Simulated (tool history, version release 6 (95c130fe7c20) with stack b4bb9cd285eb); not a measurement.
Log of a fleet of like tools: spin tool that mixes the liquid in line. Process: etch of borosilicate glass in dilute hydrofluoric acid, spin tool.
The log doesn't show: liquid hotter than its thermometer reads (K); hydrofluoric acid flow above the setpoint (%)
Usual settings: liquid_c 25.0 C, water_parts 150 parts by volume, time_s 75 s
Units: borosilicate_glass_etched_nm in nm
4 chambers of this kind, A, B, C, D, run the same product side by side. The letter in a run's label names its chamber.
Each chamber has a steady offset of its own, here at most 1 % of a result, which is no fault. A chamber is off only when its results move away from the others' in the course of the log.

run   hour  liquid_c  water_parts  time_s  hours since the thermometer was replaced  hours since the hydrofluoric acid flow meter was replaced  read-back film thickness of the borosilicate glass reference wafer, read on the same gauge (nm)  borosilicate_glass_etched_nm
 1A    8.6      25.0          150      75                                     929.3                                                      363.2                                                                                           29.992                       14.0640
 2D   18.5      25.0          150      75                                    1187.3                                                      100.4                                                                                           29.976                       13.9780
 3C   26.6      25.0          150      75                                    2080.8                                                     1216.0                                                                                           29.991                       14.1170
 4B   36.7      25.0          150      75                                    1083.6                                                      387.8                                                                                           30.000                       14.2630
 5A   44.6      25.0          150      75                                     965.3                                                      399.2                                                                                           30.032                       14.0780
 6D   52.0      25.0          150      75                                    1220.8                                                      133.9                                                                                           29.959                       14.0280
 7C   60.8      25.0          150      75                                    2115.0                                                     1250.2                                                                                           29.964                       14.1670
 8B   65.6      25.0          150      75                                    1112.5                                                      416.7                                                                                           29.939                       14.2810
 9C   70.6      27.5          150      45                                    2124.8                                                     1260.0                                                                                           29.999                        9.2763
10A   78.0      27.5          150      45                                     998.7                                                      432.6                                                                                           30.029                        9.2740
11D   82.9      27.5          150      45                                    1251.7                                                      164.8                                                                                           29.980                        9.2839
12B   93.2      27.5          150      45                                    1140.1                                                      444.3                                                                                           29.995                        9.3587
13D  101.4      25.0          150      75                                    1270.2                                                      183.3                                                                                           29.994                       14.0510
14C  109.9      25.0          150      75                                    2164.1                                                     1299.3                                                                                           30.016                       14.0650
     111.7  -- chamber C: thermometer replaced
15A  120.1      25.0          125      40                                    1040.8                                                      474.7                                                                                           29.978                        9.3096
16B  127.5      25.0          125      40                                    1174.4                                                      478.6                                                                                           30.001                        9.5798
17B  137.5      25.0          125      40                                    1184.4                                                      488.6                                                                                           29.962                        9.7085
18D  143.2      25.0          125      40                                    1312.0                                                      225.1                                                                                           29.999                        9.2658
19A  149.1      25.0          150      75                                    1069.8                                                      503.7                                                                                           30.035                       14.0430
20C  156.4      25.0          150      75                                      44.8                                                     1345.8                                                                                           30.020                       14.1680
21D  161.9      25.0          150      75                                    1330.7                                                      243.8                                                                                           29.984                       13.9770
22A  171.1      25.0          150      90                                    1091.8                                                      525.7                                                                                           29.971                       16.8610
23B  178.6      25.0          150      90                                    1225.5                                                      529.7                                                                                           29.989                       18.0160
24C  183.9      25.0          150      90                                      72.3                                                     1373.3                                                                                           29.982                       16.8670

Is one chamber off against the others, does the gauge drift, or is nothing wrong? If a chamber is off, say which, and what the likeliest cause is.

Chamber B drifts away from the others.
Cause: liquid hotter than its thermometer reads (K) = 1.65.
The log may not tell that from: hydrofluoric acid flow above the setpoint (%).

Here are 4 candidates for chamber B's next run, each the usual settings with a change, their results left as question marks. Which one brings its results back in line with what the others give on the usual settings?
In line means no further than this from the other chambers' mean on the usual settings: borosilicate_glass_etched_nm 0.2300 nm
25B-1  191.4      27.0          150      75                                                                                                                                                                                                                                   ?
25B-2  191.4      25.0          155      75                                                                                                                                                                                                                                   ?
25B-3  191.4      25.0          150      70                                                                                                                                                                                                                                   ?
25B-4  191.4      25.0          145      75                                                                                                                                                                                                                                   ?

The other chambers' mean on the usual settings: borosilicate_glass_etched_nm 14.0630 nm
  run  borosilicate_glass_etched_nm
25B-1                       16.2890
25B-2                       14.5690
25B-3                       14.1280
25B-4                       15.7450
25B-3 brings the chamber back in line.
